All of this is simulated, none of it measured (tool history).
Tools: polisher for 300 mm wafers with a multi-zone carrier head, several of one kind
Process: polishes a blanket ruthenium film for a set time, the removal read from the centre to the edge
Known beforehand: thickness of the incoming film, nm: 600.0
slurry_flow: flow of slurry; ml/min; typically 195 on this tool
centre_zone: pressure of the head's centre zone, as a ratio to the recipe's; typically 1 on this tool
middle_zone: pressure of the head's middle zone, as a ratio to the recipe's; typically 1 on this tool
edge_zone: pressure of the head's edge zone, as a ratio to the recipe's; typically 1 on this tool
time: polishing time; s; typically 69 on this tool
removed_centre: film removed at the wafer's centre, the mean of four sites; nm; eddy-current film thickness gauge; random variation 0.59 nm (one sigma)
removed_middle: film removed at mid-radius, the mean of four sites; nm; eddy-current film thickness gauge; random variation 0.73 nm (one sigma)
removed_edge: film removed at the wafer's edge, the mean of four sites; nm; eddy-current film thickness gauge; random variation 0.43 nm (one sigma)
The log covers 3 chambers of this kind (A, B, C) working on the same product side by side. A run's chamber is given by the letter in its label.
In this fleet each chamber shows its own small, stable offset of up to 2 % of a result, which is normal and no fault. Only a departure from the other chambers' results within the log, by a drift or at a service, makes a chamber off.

| run | hour | slurry_flow | centre_zone | middle_zone | edge_zone | time | wafers polished on this pad | hours since the slurry nozzle was cleaned | hours since the centre zone pressure was calibrated | hours since the edge zone pressure was calibrated | removed_centre | removed_middle | removed_edge |
|---|---|---|---|---|---|---|---|---|---|---|---|---|---|
| 1A | 4.4 | 195 | 1 | 1 | 1 | 69 | 341 | 541.5 | 192.8 | 462.5 | 53.138 | 52.95 | 51.945 |
| 2B | 9 | 195 | 1 | 1 | 1 | 69 | 685 | 77.8 | 268.9 | 771.2 | 52.764 | 50.884 | 52.842 |
| 3C | 13.5 | 195 | 1 | 1 | 1 | 69 | 597 | 214.1 | 154.8 | 369.6 | 53.245 | 51.791 | 52.548 |
| 4B | 16.9 | 195 | 1 | 1 | 1 | 69 | 741 | 85.7 | 276.8 | 779.1 | 52.497 | 52.468 | 52.372 |
| 5A | 22.5 | 195 | 1 | 1 | 1 | 69 | 470 | 559.6 | 210.9 | 480.6 | 52.955 | 52.99 | 51.299 |
| 6C | 27.7 | 195 | 1 | 1 | 1 | 69 | 698 | 228.3 | 169 | 383.8 | 52.73 | 52.407 | 52.746 |
|  | 30.3 | chamber C: worn pad replaced by a new one |
| 7A | 30.9 | 195 | 1 | 1 | 1 | 69 | 530 | 568 | 219.3 | 489 | 52.094 | 52.516 | 51.855 |
| 8C | 35.2 | 195 | 1 | 1 | 1 | 69 | 35 | 235.8 | 176.5 | 391.3 | 52.603 | 51.255 | 52.311 |
| 9B | 41.3 | 195 | 1 | 1 | 1 | 69 | 915 | 110.1 | 301.2 | 803.5 | 52.239 | 51.012 | 52.739 |
| 10A | 47.1 | 195 | 1 | 1 | 1 | 69 | 645 | 584.2 | 235.5 | 505.2 | 52.324 | 53.022 | 51.165 |
| 11C | 53 | 195 | 1 | 1 | 1 | 69 | 162 | 253.6 | 194.3 | 409.1 | 53.335 | 53.071 | 52.644 |
| 12B | 56.9 | 195 | 1 | 1 | 1 | 69 | 1026 | 125.7 | 316.8 | 819.1 | 52.248 | 51.273 | 51.582 |
| 13A | 60.7 | 195 | 1 | 1 | 1 | 69 | 742 | 597.8 | 249.1 | 518.8 | 52.6 | 53.086 | 51.886 |
| 14B | 63.6 | 195 | 1 | 1 | 1 | 69 | 1073 | 132.4 | 323.5 | 825.8 | 51.559 | 51.41 | 52.222 |
|  | 66.7 | chamber B: worn pad replaced by a new one |
| 15C | 67.6 | 230 | 1 | 1 | 1 | 69 | 265 | 268.2 | 208.9 | 423.7 | 54.066 | 54.083 | 54.047 |
| 16A | 73.4 | 230 | 1 | 1 | 1 | 69 | 832 | 610.5 | 261.8 | 531.5 | 54.169 | 53.998 | 52.607 |
| 17B | 79.5 | 230 | 1 | 1 | 1 | 69 | 91 | 148.3 | 339.4 | 841.7 | 53.723 | 52.242 | 53.665 |
| 18C | 85.1 | 195 | 1 | 1 | 1 | 69 | 390 | 285.7 | 226.4 | 441.2 | 52.833 | 52.644 | 53.059 |
| 19A | 88.2 | 195 | 1 | 1 | 1 | 85 | 937 | 625.3 | 276.6 | 546.3 | 65.759 | 63.37 | 64.05 |
|  | 91.4 | chamber A: edge zone pressure recalibrated |
| 20B | 93.4 | 195 | 1 | 1 | 1 | 85 | 190 | 162.2 | 353.3 | 855.6 | 66.549 | 64.422 | 64.717 |
| 21C | 96.7 | 195 | 1 | 1 | 1 | 85 | 472 | 297.3 | 238 | 452.8 | 64.524 | 62.664 | 65.308 |
| 22C | 100.2 | 195 | 1 | 1 | 1 | 69 | 497 | 300.8 | 241.5 | 456.3 | 52.569 | 52.076 | 52.695 |
|  | 102.4 | chamber A: worn pad replaced by a new one |
| 23B | 103.9 | 195 | 1 | 1 | 1 | 69 | 264 | 172.7 | 363.8 | 866.1 | 52.132 | 52.124 | 51.645 |
| 24A | 107.7 | 195 | 1 | 1 | 1 | 69 | 37 | 644.8 | 296.1 | 16.4 | 51.929 | 53.456 | 51.108 |
| 25B | 112.5 | 195 | 1 | 1 | 1 | 69 | 325 | 181.3 | 372.4 | 874.7 | 52.506 | 51.522 | 53.205 |
| 26A | 117.1 | 195 | 1 | 1 | 1 | 69 | 104 | 654.2 | 305.5 | 25.8 | 53.199 | 52.86 | 51.93 |

Is one chamber out of step, is the gauge drifting, or do the chambers differ by no more than their own small offsets? For an off chamber, give its letter and the likeliest cause.

Neither any chamber nor the gauge drifts; the chambers differ only by their own small, steady offsets.
